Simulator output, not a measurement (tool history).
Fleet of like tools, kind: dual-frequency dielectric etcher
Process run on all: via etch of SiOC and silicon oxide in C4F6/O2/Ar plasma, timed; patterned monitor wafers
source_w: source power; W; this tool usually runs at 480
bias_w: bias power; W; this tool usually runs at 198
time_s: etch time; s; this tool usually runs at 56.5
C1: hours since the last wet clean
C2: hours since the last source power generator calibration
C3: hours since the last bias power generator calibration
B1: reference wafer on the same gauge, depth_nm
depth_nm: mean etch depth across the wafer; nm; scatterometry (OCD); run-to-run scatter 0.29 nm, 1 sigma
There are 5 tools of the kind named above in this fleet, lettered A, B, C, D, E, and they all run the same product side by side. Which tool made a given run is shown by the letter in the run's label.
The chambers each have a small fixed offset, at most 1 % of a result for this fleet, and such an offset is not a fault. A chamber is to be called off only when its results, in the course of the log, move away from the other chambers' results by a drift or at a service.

{"run": "1D", "day": 0.483, "source_w": 480, "bias_w": 198, "time_s": 56.5, "C1": 393.6, "C2": 1443.0, "C3": 1702.0, "B1": 74.168, "depth_nm": 71.347}
{"run": "2A", "day": 0.729, "source_w": 480, "bias_w": 198, "time_s": 56.5, "C1": 458.6, "C2": 1110.9, "C3": 394.3, "B1": 74.092, "depth_nm": 70.357}
{"run": "3C", "day": 1.112, "source_w": 480, "bias_w": 198, "time_s": 56.5, "C1": 182.7, "C2": 2928.1, "C3": 758.0, "B1": 74.331, "depth_nm": 70.806}
{"run": "4B", "day": 1.483, "source_w": 480, "bias_w": 198, "time_s": 56.5, "C1": 168.3, "C2": 1296.8, "C3": 1595.3, "B1": 74.293, "depth_nm": 70.507}
{"run": "5E", "day": 1.879, "source_w": 410, "bias_w": 198, "time_s": 48.5, "C1": 427.1, "C2": 2230.5, "C3": 2222.8, "B1": 74.168, "depth_nm": 56.179}
{"day": 2.083, "done": "chamber D: wet clean of the chamber"}
{"run": "6E", "day": 2.358, "source_w": 410, "bias_w": 198, "time_s": 48.5, "C1": 438.6, "C2": 2242.0, "C3": 2234.3, "B1": 74.24, "depth_nm": 56.555}
{"day": 2.408, "done": "chamber E: wet clean of the chamber"}
{"run": "7C", "day": 2.671, "source_w": 410, "bias_w": 198, "time_s": 48.5, "C1": 220.1, "C2": 2965.5, "C3": 795.4, "B1": 74.175, "depth_nm": 57.095}
{"run": "8A", "day": 3.138, "source_w": 410, "bias_w": 198, "time_s": 48.5, "C1": 516.4, "C2": 1168.7, "C3": 452.1, "B1": 74.2, "depth_nm": 56.659}
{"run": "9D", "day": 3.375, "source_w": 410, "bias_w": 198, "time_s": 48.5, "C1": 31.1, "C2": 1512.4, "C3": 1771.4, "B1": 74.204, "depth_nm": 57.2}
{"run": "10B", "day": 3.729, "source_w": 480, "bias_w": 198, "time_s": 56.5, "C1": 222.2, "C2": 1350.7, "C3": 1649.2, "B1": 74.244, "depth_nm": 70.302}
{"run": "11A", "day": 4.088, "source_w": 480, "bias_w": 198, "time_s": 56.5, "C1": 539.2, "C2": 1191.5, "C3": 474.9, "B1": 74.162, "depth_nm": 70.249}
{"run": "12B", "day": 4.329, "source_w": 480, "bias_w": 198, "time_s": 56.5, "C1": 236.6, "C2": 1365.1, "C3": 1663.6, "B1": 74.199, "depth_nm": 70.754}
{"run": "13D", "day": 4.796, "source_w": 480, "bias_w": 198, "time_s": 56.5, "C1": 65.2, "C2": 1546.5, "C3": 1805.5, "B1": 74.176, "depth_nm": 70.526}
{"run": "14E", "day": 5.088, "source_w": 370, "bias_w": 171, "time_s": 56.5, "C1": 64.3, "C2": 2307.5, "C3": 2299.8, "B1": 74.195, "depth_nm": 60.478}
{"day": 5.325, "done": "chamber A: wet clean of the chamber"}
{"run": "15C", "day": 5.442, "source_w": 370, "bias_w": 171, "time_s": 56.5, "C1": 286.6, "C2": 3032.0, "C3": 861.9, "B1": 74.226, "depth_nm": 60.624}
{"run": "16E", "day": 5.771, "source_w": 370, "bias_w": 171, "time_s": 56.5, "C1": 80.7, "C2": 2323.9, "C3": 2316.2, "B1": 74.191, "depth_nm": 60.83}
{"run": "17A", "day": 6.242, "source_w": 370, "bias_w": 171, "time_s": 56.5, "C1": 22.0, "C2": 1243.2, "C3": 526.6, "B1": 74.252, "depth_nm": 60.493}
{"run": "18B", "day": 6.575, "source_w": 370, "bias_w": 171, "time_s": 56.5, "C1": 290.5, "C2": 1419.0, "C3": 1717.5, "B1": 74.106, "depth_nm": 60.205}
{"run": "19D", "day": 6.829, "source_w": 480, "bias_w": 198, "time_s": 56.5, "C1": 114.0, "C2": 1595.3, "C3": 1854.3, "B1": 74.186, "depth_nm": 70.829}
{"run": "20C", "day": 7.204, "source_w": 480, "bias_w": 198, "time_s": 56.5, "C1": 328.9, "C2": 3074.3, "C3": 904.2, "B1": 74.174, "depth_nm": 70.52}
{"run": "21E", "day": 7.583, "source_w": 570, "bias_w": 198, "time_s": 56.5, "C1": 124.2, "C2": 2367.4, "C3": 2359.7, "B1": 74.177, "depth_nm": 75.393}
{"run": "22B", "day": 7.833, "source_w": 570, "bias_w": 198, "time_s": 56.5, "C1": 320.7, "C2": 1449.2, "C3": 1747.7, "B1": 74.185, "depth_nm": 73.944}
{"run": "23A", "day": 8.279, "source_w": 570, "bias_w": 198, "time_s": 56.5, "C1": 70.9, "C2": 1292.1, "C3": 575.5, "B1": 74.165, "depth_nm": 74.911}
{"run": "24D", "day": 8.612, "source_w": 570, "bias_w": 198, "time_s": 56.5, "C1": 156.8, "C2": 1638.1, "C3": 1897.1, "B1": 74.202, "depth_nm": 76.037}
{"run": "25C", "day": 8.975, "source_w": 570, "bias_w": 198, "time_s": 56.5, "C1": 371.4, "C2": 3116.8, "C3": 946.7, "B1": 74.306, "depth_nm": 74.809}
{"run": "26D", "day": 9.2, "source_w": 520, "bias_w": 198, "time_s": 62.5, "C1": 170.9, "C2": 1652.2, "C3": 1911.2, "B1": 74.231, "depth_nm": 81.353}
{"run": "27B", "day": 9.442, "source_w": 520, "bias_w": 198, "time_s": 62.5, "C1": 359.3, "C2": 1487.8, "C3": 1786.3, "B1": 74.238, "depth_nm": 78.209}
{"run": "28E", "day": 9.821, "source_w": 520, "bias_w": 198, "time_s": 62.5, "C1": 177.9, "C2": 2421.1, "C3": 2413.4, "B1": 74.175, "depth_nm": 79.999}
{"day": 10.133, "done": "chamber C: wet clean of the chamber"}
{"run": "29C", "day": 10.217, "source_w": 520, "bias_w": 198, "time_s": 62.5, "C1": 2.0, "C2": 3146.6, "C3": 976.5, "B1": 74.166, "depth_nm": 80.947}
{"run": "30A", "day": 10.575, "source_w": 520, "bias_w": 198, "time_s": 62.5, "C1": 126.0, "C2": 1347.2, "C3": 630.6, "B1": 74.125, "depth_nm": 80.454}

Predict what each chamber gives when all 5 of them run the settings below next.
{"run": "31A", "day": 10.938, "source_w": 480, "bias_w": 198, "time_s": 56.5, "depth_nm": "?"}
{"run": "31B", "day": 10.938, "source_w": 480, "bias_w": 198, "time_s": 56.5, "depth_nm": "?"}
{"run": "31C", "day": 10.938, "source_w": 480, "bias_w": 198, "time_s": 56.5, "depth_nm": "?"}
{"run": "31D", "day": 10.938, "source_w": 480, "bias_w": 198, "time_s": 56.5, "depth_nm": "?"}
{"run": "31E", "day": 10.938, "source_w": 480, "bias_w": 198, "time_s": 56.5, "depth_nm": "?"}

run=31A depth_nm=70.414
run=31B depth_nm=68.182
run=31C depth_nm=70.538
run=31D depth_nm=70.383
run=31E depth_nm=70.478
